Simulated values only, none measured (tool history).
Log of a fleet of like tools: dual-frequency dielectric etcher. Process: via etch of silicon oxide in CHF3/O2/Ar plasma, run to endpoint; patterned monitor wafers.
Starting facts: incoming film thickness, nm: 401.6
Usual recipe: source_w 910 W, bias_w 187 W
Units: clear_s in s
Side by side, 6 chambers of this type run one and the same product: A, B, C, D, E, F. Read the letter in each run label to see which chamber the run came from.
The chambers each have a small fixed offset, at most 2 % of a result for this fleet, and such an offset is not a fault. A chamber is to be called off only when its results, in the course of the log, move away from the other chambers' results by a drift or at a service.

| run | hour | source_w | bias_w | clear_s |
|---|---|---|---|---|
| 1D | 5.4 | 910 | 187 | 171.60 |
| 2B | 11.2 | 910 | 187 | 171.17 |
| 3F | 16.2 | 910 | 187 | 170.85 |
| 4A | 21.7 | 910 | 187 | 165.62 |
| 5E | 24.9 | 1110 | 187 | 159.32 |
| 6C | 28.1 | 1110 | 187 | 158.12 |
| 7B | 33.3 | 1110 | 187 | 159.92 |
| 8F | 39.2 | 1110 | 187 | 158.31 |
| 9D | 44.8 | 1110 | 187 | 159.43 |
| 10E | 50.3 | 1110 | 187 | 159.35 |
| 11C | 53.8 | 910 | 187 | 169.91 |
| 12A | 59.8 | 910 | 187 | 166.64 |
| 13C | 63.1 | 1070 | 208 | 155.20 |
| 14B | 67.0 | 1070 | 208 | 154.47 |
| 15E | 73.2 | 1070 | 208 | 154.10 |
| 16D | 77.6 | 1070 | 208 | 155.96 |
|  | 80.6 | chamber F: wet clean of the chamber |
| 17A | 83.3 | 1070 | 208 | 151.15 |
| 18F | 86.0 | 1070 | 208 | 164.93 |
| 19C | 90.2 | 910 | 187 | 171.75 |
| 20D | 93.8 | 910 | 187 | 173.91 |
| 21A | 97.5 | 910 | 223 | 158.65 |
| 22B | 100.4 | 910 | 223 | 162.20 |
| 23E | 103.9 | 910 | 223 | 160.97 |
| 24F | 108.1 | 910 | 223 | 168.89 |
| 25C | 113.5 | 910 | 223 | 160.86 |
| 26A | 116.9 | 910 | 223 | 159.81 |
| 27D | 121.1 | 910 | 187 | 173.02 |
|  | 126.0 | chamber C: wet clean of the chamber |
| 28E | 126.8 | 910 | 187 | 172.45 |
| 29B | 130.9 | 810 | 217 | 171.64 |
| 30F | 135.4 | 810 | 217 | 180.14 |
| 31C | 141.3 | 810 | 217 | 169.08 |
| 32B | 145.9 | 810 | 217 | 171.40 |
| 33E | 151.4 | 810 | 217 | 171.27 |
|  | 153.3 | chamber A: wet clean of the chamber |
| 34F | 157.0 | 810 | 217 | 180.12 |
| 35D | 161.5 | 910 | 187 | 172.43 |
| 36A | 165.4 | 910 | 187 | 168.17 |
| 37D | 169.4 | 910 | 187 | 174.72 |
| 38F | 174.6 | 910 | 187 | 181.93 |
| 39C | 178.1 | 910 | 187 | 170.52 |

Decide between three cases: one chamber stands off from its peers, the gauge reading all wafers drifts, or nothing is wrong past each chamber's small offset. Where a chamber is off, say which and what most likely put it there.

Chamber F has stood off from the others ever since a service on it.
Likeliest cause: etch rate under this chamber's usual, % = 5.13.

Chamber F could run next with any of the 4 candidate recipes listed below; each alters the usual settings, and their results appear as question marks. Which one brings its results back in line with what the other chambers deliver on the usual settings?
Allowed miss from the other chambers' usual-settings mean, per result, to count as in line: clear_s 3.50 s
| 40F-1 | 182.5 | 1070 | 215 | ? |
| 40F-2 | 182.5 | 1040 | 187 | ? |
| 40F-3 | 182.5 | 770 | 162 | ? |
| 40F-4 | 182.5 | 840 | 174 | ? |

The mean the other chambers reach with the usual settings: clear_s 170.60 s
| run | clear_s |
|---|---|
| 40F-1 | 161.41 |
| 40F-2 | 170.97 |
| 40F-3 | 201.16 |
| 40F-4 | 190.03 |
It is 40F-2 that realigns the chamber with its peers.
